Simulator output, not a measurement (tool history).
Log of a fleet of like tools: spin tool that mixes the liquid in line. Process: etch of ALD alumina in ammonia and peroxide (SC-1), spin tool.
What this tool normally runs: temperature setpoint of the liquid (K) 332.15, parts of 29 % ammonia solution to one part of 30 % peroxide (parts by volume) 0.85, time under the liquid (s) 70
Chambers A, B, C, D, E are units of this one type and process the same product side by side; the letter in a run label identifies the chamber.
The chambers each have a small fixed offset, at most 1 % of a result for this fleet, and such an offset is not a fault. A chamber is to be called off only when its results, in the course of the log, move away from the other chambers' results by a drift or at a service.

run    day  temperature setpoint of the liquid (K)  parts of 29 % ammonia solution to one part of 30 % peroxide (parts by volume)  time under the liquid (s)  read-back film thickness of the ALD alumina reference wafer, read on the same gauge (nm)  thickness taken off the ALD alumina on a monitor wafer (nm)
 1B  0.183                                  332.15                                                                           0.85                         70                                                                                    139.99                                                       5.5844
 2A  0.317                                  332.15                                                                           0.85                         70                                                                                    140.00                                                       5.5681
 3D  0.558                                  332.15                                                                           0.85                         70                                                                                    140.02                                                       5.5534
 4E  0.792                                  332.15                                                                           0.85                         70                                                                                    140.02                                                       5.5800
     0.838  -- chamber A: thermometer replaced
 5C  0.917                                  332.15                                                                           0.85                         70                                                                                    140.02                                                       5.5368
 6D  1.088                                  332.15                                                                           0.85                         70                                                                                    139.99                                                       5.6477
 7C  1.342                                  332.15                                                                           0.85                         70                                                                                    140.00                                                       5.6262
 8B  1.525                                  332.15                                                                           0.85                         70                                                                                    140.02                                                       5.5623
 9E  1.767                                  332.15                                                                           0.85                         70                                                                                    140.01                                                       5.4700
10A  1.942                                  332.15                                                                           0.85                         70                                                                                    139.98                                                       5.5358
11A  2.183                                  339.15                                                                           0.85                         90                                                                                    139.99                                                      10.2060
12B  2.321                                  339.15                                                                           0.85                         90                                                                                    140.01                                                      10.3570
13D  2.517                                  339.15                                                                           0.85                         90                                                                                    139.99                                                      10.3350
14C  2.683                                  339.15                                                                           0.85                         90                                                                                    140.01                                                      10.3400
     2.808  -- chamber B: heated supply line repaired
15E  2.938                                  339.15                                                                           0.85                         90                                                                                    140.00                                                      10.2410
16B  3.071                                  335.15                                                                           0.85                        100                                                                                    140.01                                                       9.2553
17C  3.254                                  335.15                                                                           0.85                        100                                                                                    140.04                                                       9.3979
18D  3.429                                  335.15                                                                           0.85                        100                                                                                    140.02                                                       9.3116
19E  3.650                                  335.15                                                                           0.85                        100                                                                                    140.01                                                       9.3252
20A  3.896                                  335.15                                                                           0.85                        100                                                                                    139.98                                                       9.3243
21A  4.046                                  332.15                                                                           0.85                         70                                                                                    140.02                                                       5.6258
     4.129  -- chamber D: ammonia flow meter replaced
22B  4.254                                  332.15                                                                           0.85                         70                                                                                    140.02                                                       5.6510
23E  4.458                                  337.65                                                                           1.15                         70                                                                                    140.01                                                       7.8070
24C  4.592                                  337.65                                                                           1.15                         70                                                                                    140.02                                                       7.7588
25D  4.817                                  337.65                                                                           1.15                         70                                                                                    139.97                                                       7.6387
26D  4.971                                  337.65                                                                           1.15                         70                                                                                    140.00                                                       7.6417
27C  5.108                                  337.65                                                                           1.15                         70                                                                                    139.98                                                       7.7102
28A  5.296                                  340.65                                                                           0.60                         70                                                                                    139.99                                                       8.2632
     5.350  -- chamber B: new drum of ammonia solution connected
29B  5.429                                  340.65                                                                           0.60                         70                                                                                    139.99                                                       8.3101
30E  5.608                                  340.65                                                                           0.60                         70                                                                                    140.01                                                       8.5171
31C  5.721                                  340.65                                                                           0.60                         70                                                                                    140.00                                                       8.3867
32B  5.912                                  340.65                                                                           0.60                         70                                                                                    139.98                                                       8.1852
     6.029  -- chamber C: thermometer replaced
33A  6.092                                  332.15                                                                           0.85                         70                                                                                    140.03                                                       5.5377
34D  6.204                                  332.15                                                                           0.85                         70                                                                                    140.01                                                       5.5723
35E  6.375                                  332.15                                                                           0.85                         40                                                                                    140.00                                                       3.2948
36A  6.562                                  332.15                                                                           0.85                         40                                                                                    140.01                                                       3.1944
     6.588  -- chamber D: heated supply line repaired
37B  6.762                                  332.15                                                                           0.85                         40                                                                                    139.99                                                       3.2073
38C  7.012                                  332.15                                                                           0.85                         40                                                                                    140.00                                                       3.1939
39E  7.221                                  332.15                                                                           0.85                         40                                                                                    140.01                                                       3.3282
40D  7.338                                  332.15                                                                           0.85                         70                                                                                    140.00                                                       5.6383

The same settings go to every chamber for the next run, one line per chamber below. Forecast the results for each:
41A  7.521                                  332.15                                                                           0.85                         70                                                                                                                                                      ?
41B  7.521                                  332.15                                                                           0.85                         70                                                                                                                                                      ?
41C  7.521                                  332.15                                                                           0.85                         70                                                                                                                                                      ?
41D  7.521                                  332.15                                                                           0.85                         70                                                                                                                                                      ?
41E  7.521                                  332.15                                                                           0.85                         70                                                                                                                                                      ?

run  thickness taken off the ALD alumina on a monitor wafer (nm)
41A                                                       5.4928
41B                                                       5.6174
41C                                                       5.6092
41D                                                       5.5846
41E                                                       5.8968
